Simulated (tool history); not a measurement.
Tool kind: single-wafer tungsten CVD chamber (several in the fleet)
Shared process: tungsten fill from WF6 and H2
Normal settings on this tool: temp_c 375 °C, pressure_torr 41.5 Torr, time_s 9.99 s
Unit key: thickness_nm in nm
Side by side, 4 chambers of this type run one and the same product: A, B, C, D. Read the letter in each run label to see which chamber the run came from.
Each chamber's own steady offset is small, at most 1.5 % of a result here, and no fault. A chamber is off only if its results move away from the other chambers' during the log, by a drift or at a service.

| run | hour | temp_c | pressure_torr | time_s | read-back reference wafer on the same gauge, thickness_nm | thickness_nm |
|---|---|---|---|---|---|---|
| 1D | 11.5 | 375 | 41.5 | 9.99 | 23.599 | 20.858 |
| 2A | 19.8 | 375 | 41.5 | 9.99 | 23.603 | 20.853 |
| 3C | 33.7 | 375 | 41.5 | 9.99 | 23.617 | 20.536 |
| 4B | 47.5 | 375 | 41.5 | 9.99 | 23.589 | 20.944 |
| 5B | 58.5 | 375 | 41.5 | 9.99 | 23.605 | 20.906 |
| 6D | 69.9 | 375 | 41.5 | 9.99 | 23.629 | 20.824 |
| 7C | 80.3 | 375 | 41.5 | 9.99 | 23.613 | 20.582 |
| 8A | 94.0 | 375 | 33.1 | 9.21 | 23.594 | 17.262 |
| 9D | 101.6 | 375 | 33.1 | 9.21 | 23.640 | 17.377 |
| 10C | 110.8 | 375 | 33.1 | 9.21 | 23.606 | 16.962 |
| 11A | 119.9 | 375 | 33.1 | 9.21 | 23.589 | 17.087 |
| 12B | 127.8 | 375 | 41.5 | 9.99 | 23.572 | 20.827 |
| 13A | 142.3 | 375 | 41.5 | 9.99 | 23.604 | 20.577 |
| 14B | 149.4 | 375 | 41.5 | 9.99 | 23.612 | 20.840 |
| 15C | 159.3 | 375 | 41.5 | 9.99 | 23.599 | 20.679 |
| 16D | 167.4 | 375 | 41.5 | 9.99 | 23.615 | 20.967 |
| 17B | 179.2 | 375 | 41.5 | 11.70 | 23.586 | 24.466 |
|  | 180.9 | chamber A: capacitance manometer re-zeroed and calibrated |
| 18A | 186.3 | 375 | 41.5 | 11.70 | 23.612 | 24.371 |
| 19D | 194.1 | 375 | 41.5 | 11.70 | 23.586 | 24.564 |
| 20C | 202.4 | 375 | 41.5 | 11.70 | 23.595 | 24.116 |
| 21A | 209.6 | 375 | 41.5 | 8.94 | 23.607 | 18.596 |
| 22B | 224.6 | 375 | 41.5 | 8.94 | 23.598 | 18.616 |
| 23D | 235.7 | 375 | 41.5 | 8.94 | 23.601 | 18.810 |
| 24C | 247.5 | 375 | 41.5 | 8.94 | 23.599 | 18.276 |
|  | 253.8 | chamber D: thermocouple changed; heater temperature recalibrated |
| 25D | 256.6 | 375 | 41.5 | 9.99 | 23.573 | 19.637 |
| 26C | 267.9 | 375 | 41.5 | 9.99 | 23.601 | 20.479 |
| 27B | 278.0 | 375 | 41.5 | 9.99 | 23.577 | 20.945 |
| 28A | 288.6 | 375 | 41.5 | 9.99 | 23.610 | 20.650 |
| 29C | 299.2 | 375 | 41.5 | 9.99 | 23.589 | 20.631 |
| 30B | 308.3 | 375 | 41.5 | 9.99 | 23.566 | 20.866 |
| 31D | 316.7 | 375 | 41.5 | 9.99 | 23.631 | 19.796 |
| 32A | 329.7 | 375 | 41.5 | 8.77 | 23.590 | 18.164 |
| 33C | 341.1 | 375 | 41.5 | 8.77 | 23.610 | 17.961 |
| 34A | 350.3 | 375 | 41.5 | 8.77 | 23.610 | 18.319 |
| 35B | 361.8 | 375 | 41.5 | 8.77 | 23.622 | 18.347 |
| 36D | 371.6 | 375 | 41.5 | 9.99 | 23.587 | 19.768 |
| 37D | 378.0 | 375 | 41.5 | 9.99 | 23.593 | 19.741 |
| 38A | 386.0 | 375 | 41.5 | 9.99 | 23.605 | 20.783 |
| 39C | 392.8 | 375 | 41.5 | 9.99 | 23.592 | 20.342 |
| 40B | 404.1 | 375 | 41.5 | 9.99 | 23.575 | 21.037 |
| 41A | 415.2 | 375 | 38.1 | 9.99 | 23.599 | 19.871 |
| 42D | 424.0 | 375 | 38.1 | 9.99 | 23.619 | 18.958 |

What goes on in this fleet: one chamber off, a drifting gauge, or nothing beyond the chambers' own small offsets? Name the chamber and the cause, if any.

A service on chamber D put it out of line with the rest.
What lies behind it: wafer temperature below the value expected at the setpoint (K) = 2.91.

Here are 4 candidates for chamber D's next run, each the usual settings with a change, their results left as question marks. Which one brings its results back in line with what the others give on the usual settings?
In line means no further than this from the other chambers' mean on the usual settings: thickness_nm 0.340 nm
| 43D-1 | 434.8 | 375 | 49.3 | 9.99 |  | ? |
| 43D-2 | 434.8 | 375 | 37.0 | 9.99 |  | ? |
| 43D-3 | 434.8 | 375 | 42.6 | 10.37 |  | ? |
| 43D-4 | 434.8 | 375 | 35.1 | 9.99 |  | ? |

The other chambers' mean on the usual settings: thickness_nm 20.725 nm
| run | thickness_nm |
|---|---|
| 43D-1 | 21.383 |
| 43D-2 | 18.704 |
| 43D-3 | 20.751 |
| 43D-4 | 18.240 |
The right change is 43D-3: it brings the chamber back within the allowed miss of the others.

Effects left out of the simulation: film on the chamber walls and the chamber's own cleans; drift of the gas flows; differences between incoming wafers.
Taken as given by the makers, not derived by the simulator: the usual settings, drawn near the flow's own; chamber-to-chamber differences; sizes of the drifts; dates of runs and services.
